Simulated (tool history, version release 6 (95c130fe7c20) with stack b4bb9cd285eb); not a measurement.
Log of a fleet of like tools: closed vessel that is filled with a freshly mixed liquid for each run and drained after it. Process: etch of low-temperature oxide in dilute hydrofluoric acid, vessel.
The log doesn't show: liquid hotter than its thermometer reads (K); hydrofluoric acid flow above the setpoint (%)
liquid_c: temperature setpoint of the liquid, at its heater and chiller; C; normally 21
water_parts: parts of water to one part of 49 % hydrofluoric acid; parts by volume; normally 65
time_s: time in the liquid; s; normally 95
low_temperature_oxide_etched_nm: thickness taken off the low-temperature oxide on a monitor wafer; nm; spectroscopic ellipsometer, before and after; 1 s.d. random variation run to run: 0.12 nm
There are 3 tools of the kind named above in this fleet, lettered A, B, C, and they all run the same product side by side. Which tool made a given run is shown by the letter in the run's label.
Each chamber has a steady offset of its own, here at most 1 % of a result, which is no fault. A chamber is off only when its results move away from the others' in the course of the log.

run    day  liquid_c  water_parts  time_s  hours since the thermometer was replaced  hours since the hydrofluoric acid flow meter was replaced  read-back film thickness of the low-temperature oxide reference wafer, read on the same gauge (nm)  low_temperature_oxide_etched_nm
 1C  0.233        21           65      95                                    1692.9                                                      121.5                                                                                                 130                            14.49
 2A  0.458        21           65      95                                     217.8                                                      774.7                                                                                                 130                           14.489
 3B  0.804        21           65      95                                     254.1                                                        275                                                                                              130.04                           14.233
 4B   1.15        21           65      95                                     262.4                                                      283.3                                                                                              130.02                           14.271
 5A  1.442        21           80      95                                     241.4                                                      798.3                                                                                                 130                           11.627
 6C  1.846        21           80      95                                    1731.6                                                      160.2                                                                                              129.93                           11.629
 7B  2.267        21           80      95                                     289.2                                                      310.1                                                                                                 130                           11.443
 8A    2.5      22.5           85      95                                     266.8                                                      823.7                                                                                                 130                           11.605
     2.733  -- chamber A: hydrofluoric acid flow meter replaced
 9C  2.892      22.5           85      95                                    1756.7                                                      185.3                                                                                              129.98                           11.461
10C  3.325      22.5           85      95                                    1767.1                                                      195.7                                                                                              130.01                           11.531
11B  3.642        21           65      95                                     322.2                                                      343.1                                                                                              129.99                           14.358
12A  3.946        21           65      95                                     301.5                                                       29.2                                                                                                 130                           14.446
13A  4.154        21           80      65                                     306.5                                                       34.2                                                                                              129.99                           7.8491
14B    4.5        21           80      65                                     342.8                                                      363.7                                                                                              129.99                           7.9969
15C    4.9        21           80      65                                    1804.9                                                      233.5                                                                                              129.99                            7.874
16A  5.125        21           65      95                                     329.8                                                       57.5                                                                                              130.02                           14.608
17C  5.504        21           65      95                                    1819.4                                                        248                                                                                              129.98                           14.438
18B  5.825        21           85      95                                     374.6                                                      395.5                                                                                              130.01                           11.253
19C  6.129        21           85      95                                    1834.4                                                        263                                                                                                 130                           10.857
20A    6.4        21           85      95                                     360.4                                                       88.1                                                                                              129.97                           10.805
21B  6.629        21           65      95                                     393.9                                                      414.8                                                                                                 130                           15.201
22B  7.038        21           65      95                                     403.7                                                      424.6                                                                                                 130                           15.301
23C  7.325        21           65      95                                    1863.1                                                      291.7                                                                                              130.01                            14.33
24A  7.654        21           65      95                                     390.5                                                      118.2                                                                                              130.05                           14.344
25B  8.033        21           65      95                                     427.6                                                      448.5                                                                                              129.97                           15.438
26A  8.342        21           65      95                                       407                                                      134.7                                                                                              129.95                           14.529
27C  8.554        21           65      95                                    1892.6                                                      321.2                                                                                              129.97                           14.677

Is one chamber out of step, is the gauge drifting, or do the chambers differ by no more than their own small offsets? For an off chamber, give its letter and the likeliest cause.

One chamber, B, drifts off from the rest bit by bit.
Likeliest cause: hydrofluoric acid flow above the setpoint (%) = 9.32.
Not necessarily distinguishable in this log from: liquid hotter than its thermometer reads (K).

Chamber B could run next with any of the 4 candidate recipes listed below; each alters the usual settings, and their results appear as question marks. Which one brings its results back in line with what the other chambers deliver on the usual settings?
Allowed miss from the other chambers' usual-settings mean, per result, to count as in line: low_temperature_oxide_etched_nm 0.41 nm
28B-1  8.867        21           65      80                                                                                                                                                                                                                                         ?
28B-2  8.867        21           70      95                                                                                                                                                                                                                                         ?
28B-3  8.867        23           65      95                                                                                                                                                                                                                                         ?
28B-4  8.867        25           65      95                                                                                                                                                                                                                                         ?

On the usual settings, the other chambers give on average: low_temperature_oxide_etched_nm 14.492 nm
  run  low_temperature_oxide_etched_nm
28B-1                            13.24
28B-2                           14.535
28B-3                           17.069
28B-4                           18.507
28B-2 puts the chamber back in line with the other chambers.

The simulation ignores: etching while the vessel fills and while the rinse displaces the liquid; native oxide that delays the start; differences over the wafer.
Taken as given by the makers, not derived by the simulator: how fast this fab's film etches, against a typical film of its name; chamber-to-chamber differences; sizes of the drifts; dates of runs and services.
